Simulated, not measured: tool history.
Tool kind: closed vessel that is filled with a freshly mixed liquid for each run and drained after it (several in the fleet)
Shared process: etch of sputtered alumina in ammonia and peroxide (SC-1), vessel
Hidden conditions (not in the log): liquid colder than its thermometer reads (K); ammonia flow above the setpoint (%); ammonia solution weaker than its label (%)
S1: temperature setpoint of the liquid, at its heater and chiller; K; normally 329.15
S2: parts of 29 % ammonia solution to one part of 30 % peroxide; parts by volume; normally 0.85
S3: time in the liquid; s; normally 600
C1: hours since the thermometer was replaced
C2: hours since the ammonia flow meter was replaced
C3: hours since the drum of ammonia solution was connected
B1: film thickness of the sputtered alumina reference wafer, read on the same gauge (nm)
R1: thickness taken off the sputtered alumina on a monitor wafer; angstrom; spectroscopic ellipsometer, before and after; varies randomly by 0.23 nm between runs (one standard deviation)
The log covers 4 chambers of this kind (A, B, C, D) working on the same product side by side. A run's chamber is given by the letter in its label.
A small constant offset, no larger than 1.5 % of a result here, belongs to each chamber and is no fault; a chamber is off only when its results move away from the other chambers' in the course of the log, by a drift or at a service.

run,hour,S1,S2,S3,C1,C2,C3,B1,R1
1C,6.5,329.15,0.85,600,1104.9,840.0,872.9,110.02,290.02
2D,16.0,329.15,0.85,600,393.1,162.3,325.9,110.03,294.27
3A,22.7,329.15,0.85,600,2091.0,2070.3,504.6,109.98,289.84
4B,31.7,329.15,0.85,600,521.4,1244.5,117.0,110.01,289.51
5D,36.5,329.15,0.85,600,413.6,182.8,346.4,110.00,291.06
6A,44.1,329.15,0.85,600,2112.4,2091.7,526.0,110.00,290.61
7B,51.0,325.65,0.85,600,540.7,1263.8,136.3,110.03,241.27
8C,55.6,325.65,0.85,600,1154.0,889.1,922.0,109.98,236.33
# hour 62.6: chamber C: new drum of ammonia solution connected
9D,65.0,325.65,0.85,600,442.1,211.3,374.9,110.00,239.67
10B,74.0,325.65,0.85,600,563.7,1286.8,159.3,109.96,241.18
11A,80.4,329.15,0.85,600,2148.7,2128.0,562.3,110.00,289.58
# hour 87.1: chamber D: new drum of ammonia solution connected
12C,87.3,329.15,0.85,600,1185.7,920.8,24.8,110.03,288.59
13A,91.6,329.15,0.85,600,2159.9,2139.2,573.5,110.00,293.38
14C,97.5,329.15,0.85,600,1195.9,931.0,35.0,110.02,288.23
15D,105.0,329.15,0.85,600,482.1,251.3,18.0,110.05,291.92
16B,110.6,329.15,0.85,600,600.3,1323.4,195.9,109.97,281.29
17B,117.7,329.15,0.85,600,607.4,1330.5,203.0,109.99,281.22
18D,126.2,329.15,0.85,600,503.3,272.5,39.2,110.01,294.38
19A,133.3,329.15,0.85,600,2201.6,2180.9,615.2,109.98,289.66
20C,141.6,329.15,0.85,600,1240.0,975.1,79.1,109.98,283.84
# hour 145.7: chamber C: ammonia flow meter replaced
21C,146.9,329.15,0.85,600,1245.3,1.3,84.4,109.98,287.50
22B,154.1,329.15,0.85,600,643.8,1366.9,239.4,110.00,278.79
23A,162.7,329.15,0.85,600,2231.0,2210.3,644.6,109.98,290.75
24D,166.9,329.15,0.85,600,544.0,313.2,79.9,110.02,290.34
25D,174.5,329.15,0.85,600,551.6,320.8,87.5,110.03,290.62
26B,179.9,329.15,0.85,600,669.6,1392.7,265.2,109.96,274.50
27C,184.6,329.15,0.85,600,1283.0,39.0,122.1,109.98,288.56
28A,190.6,329.15,0.85,600,2258.9,2238.2,672.5,109.98,293.37
29A,198.6,329.15,0.85,600,2266.9,2246.2,680.5,110.01,289.20
30B,207.6,329.15,0.85,600,697.3,1420.4,292.9,110.02,271.23
31D,215.3,329.15,0.85,600,592.4,361.6,128.3,109.96,290.28
32C,223.3,329.15,0.85,600,1321.7,77.7,160.8,109.97,287.67
33A,227.8,329.15,0.85,760,2296.1,2275.4,709.7,110.04,369.17
34C,236.4,329.15,0.85,760,1334.8,90.8,173.9,109.97,361.74

Is one chamber out of step, is the gauge drifting, or do the chambers differ by no more than their own small offsets? For an off chamber, give its letter and the likeliest cause.

Chamber B drifts away from the others.
Likeliest cause: liquid colder than its thermometer reads (K) = 1.61.

Which of the 4 candidates below, each the usual settings with something changed and its results left as question marks, puts chamber B back in line with what the other chambers give on the usual settings?
A result is in line if it is within this distance of the other chambers' mean on the usual settings: R1 8.10 angstrom
35B-1,243.2,329.15,0.85,560,,,,,?
35B-2,243.2,329.65,0.85,625,,,,,?
35B-3,243.2,328.15,0.85,550,,,,,?
35B-4,243.2,329.15,0.85,685,,,,,?

The mean the other chambers reach with the usual settings: R1 288.82 angstrom
run,R1
35B-1,250.64
35B-2,287.13
35B-3,233.46
35B-4,306.59
With 35B-2, the chamber falls back in line with the rest.

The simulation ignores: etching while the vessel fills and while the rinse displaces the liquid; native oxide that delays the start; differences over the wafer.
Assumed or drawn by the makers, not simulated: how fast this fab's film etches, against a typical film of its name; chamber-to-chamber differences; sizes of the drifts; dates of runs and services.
